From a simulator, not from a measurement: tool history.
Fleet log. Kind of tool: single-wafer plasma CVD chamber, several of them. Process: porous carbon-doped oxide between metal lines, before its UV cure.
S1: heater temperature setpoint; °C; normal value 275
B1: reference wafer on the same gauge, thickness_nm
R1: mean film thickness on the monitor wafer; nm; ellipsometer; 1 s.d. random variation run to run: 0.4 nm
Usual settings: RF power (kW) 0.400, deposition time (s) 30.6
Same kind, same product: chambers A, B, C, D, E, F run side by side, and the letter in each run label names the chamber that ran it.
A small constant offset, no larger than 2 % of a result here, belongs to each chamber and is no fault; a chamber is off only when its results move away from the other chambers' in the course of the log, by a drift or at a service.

run 1C day=0.229 | S1=275 RF_power_(kW)=0.400 deposition_time_(s)=30.6 | B1=140.97 | R1=164.88
run 2F day=0.583 | S1=275 RF_power_(kW)=0.400 deposition_time_(s)=30.6 | B1=140.96 | R1=161.00
run 3A day=0.867 | S1=275 RF_power_(kW)=0.400 deposition_time_(s)=30.6 | B1=140.99 | R1=162.53
run 4E day=1.212 | S1=275 RF_power_(kW)=0.400 deposition_time_(s)=30.6 | B1=141.01 | R1=165.45
run 5D day=1.417 | S1=275 RF_power_(kW)=0.400 deposition_time_(s)=30.6 | B1=141.14 | R1=163.76
run 6B day=1.800 | S1=275 RF_power_(kW)=0.400 deposition_time_(s)=30.6 | B1=141.08 | R1=163.14
run 7E day=2.017 | S1=275 RF_power_(kW)=0.400 deposition_time_(s)=30.6 | B1=141.03 | R1=164.69
run 8B day=2.433 | S1=275 RF_power_(kW)=0.400 deposition_time_(s)=30.6 | B1=140.97 | R1=163.45
run 9A day=2.783 | S1=275 RF_power_(kW)=0.400 deposition_time_(s)=30.6 | B1=141.07 | R1=162.45
run 10C day=3.083 | S1=275 RF_power_(kW)=0.355 deposition_time_(s)=27.6 | B1=140.96 | R1=135.67
run 11D day=3.262 | S1=275 RF_power_(kW)=0.355 deposition_time_(s)=27.6 | B1=140.94 | R1=134.10
run 12F day=3.533 | S1=275 RF_power_(kW)=0.355 deposition_time_(s)=27.6 | B1=141.05 | R1=131.49
run 13B day=3.771 | S1=275 RF_power_(kW)=0.355 deposition_time_(s)=27.6 | B1=141.07 | R1=134.28
run 14D day=3.967 | S1=275 RF_power_(kW)=0.355 deposition_time_(s)=27.6 | B1=140.96 | R1=134.75
-- day=3.983 chamber F: thermocouple changed; heater temperature recalibrated
run 15C day=4.354 | S1=275 RF_power_(kW)=0.355 deposition_time_(s)=27.6 | B1=141.01 | R1=135.45
run 16E day=4.650 | S1=275 RF_power_(kW)=0.400 deposition_time_(s)=30.6 | B1=141.02 | R1=164.51
-- day=4.879 chamber B: thermocouple changed; heater temperature recalibrated
run 17A day=5.058 | S1=275 RF_power_(kW)=0.400 deposition_time_(s)=30.6 | B1=140.96 | R1=162.14
run 18F day=5.267 | S1=275 RF_power_(kW)=0.400 deposition_time_(s)=30.6 | B1=141.03 | R1=160.94
run 19A day=5.575 | S1=285 RF_power_(kW)=0.470 deposition_time_(s)=30.6 | B1=141.07 | R1=172.08
run 20D day=5.825 | S1=285 RF_power_(kW)=0.470 deposition_time_(s)=30.6 | B1=141.07 | R1=173.61
run 21E day=6.025 | S1=285 RF_power_(kW)=0.470 deposition_time_(s)=30.6 | B1=141.10 | R1=174.69
run 22B day=6.283 | S1=285 RF_power_(kW)=0.470 deposition_time_(s)=30.6 | B1=140.99 | R1=179.07
run 23C day=6.567 | S1=285 RF_power_(kW)=0.470 deposition_time_(s)=30.6 | B1=140.96 | R1=175.98
run 24F day=6.796 | S1=285 RF_power_(kW)=0.470 deposition_time_(s)=30.6 | B1=140.98 | R1=170.58
run 25D day=7.050 | S1=275 RF_power_(kW)=0.400 deposition_time_(s)=30.6 | B1=141.06 | R1=163.17
run 26F day=7.283 | S1=275 RF_power_(kW)=0.400 deposition_time_(s)=30.6 | B1=140.98 | R1=160.57
run 27C day=7.650 | S1=275 RF_power_(kW)=0.400 deposition_time_(s)=30.6 | B1=141.13 | R1=164.65
run 28A day=8.004 | S1=275 RF_power_(kW)=0.400 deposition_time_(s)=30.6 | B1=140.95 | R1=162.20
-- day=8.250 chamber D: RF generator calibrated
run 29B day=8.317 | S1=275 RF_power_(kW)=0.400 deposition_time_(s)=30.6 | B1=141.00 | R1=169.29
run 30E day=8.538 | S1=275 RF_power_(kW)=0.400 deposition_time_(s)=30.6 | B1=141.02 | R1=164.90
run 31F day=8.946 | S1=275 RF_power_(kW)=0.400 deposition_time_(s)=30.6 | B1=141.06 | R1=160.26
run 32D day=9.183 | S1=261 RF_power_(kW)=0.350 deposition_time_(s)=30.6 | B1=141.09 | R1=161.98
run 33C day=9.521 | S1=261 RF_power_(kW)=0.350 deposition_time_(s)=30.6 | B1=141.00 | R1=162.70
run 34B day=9.721 | S1=261 RF_power_(kW)=0.350 deposition_time_(s)=30.6 | B1=141.02 | R1=167.46
run 35A day=10.033 | S1=261 RF_power_(kW)=0.350 deposition_time_(s)=30.6 | B1=141.03 | R1=160.35
run 36E day=10.367 | S1=261 RF_power_(kW)=0.350 deposition_time_(s)=30.6 | B1=141.03 | R1=162.25
run 37F day=10.646 | S1=261 RF_power_(kW)=0.350 deposition_time_(s)=30.6 | B1=140.93 | R1=158.18
run 38D day=11.033 | S1=275 RF_power_(kW)=0.400 deposition_time_(s)=30.6 | B1=141.05 | R1=163.55
run 39A day=11.425 | S1=275 RF_power_(kW)=0.400 deposition_time_(s)=28.2 | B1=140.98 | R1=150.18

All chambers now run identical settings, listed one chamber a line with results as question marks. What results will each chamber show?
run 40A day=11.725 | S1=275 RF_power_(kW)=0.400 deposition_time_(s)=30.6 | R1=?
run 40B day=11.725 | S1=275 RF_power_(kW)=0.400 deposition_time_(s)=30.6 | R1=?
run 40C day=11.725 | S1=275 RF_power_(kW)=0.400 deposition_time_(s)=30.6 | R1=?
run 40D day=11.725 | S1=275 RF_power_(kW)=0.400 deposition_time_(s)=30.6 | R1=?
run 40E day=11.725 | S1=275 RF_power_(kW)=0.400 deposition_time_(s)=30.6 | R1=?
run 40F day=11.725 | S1=275 RF_power_(kW)=0.400 deposition_time_(s)=30.6 | R1=?

run=40A R1=162.23
run=40B R1=168.58
run=40C R1=164.57
run=40D R1=163.99
run=40E R1=165.24
run=40F R1=160.71
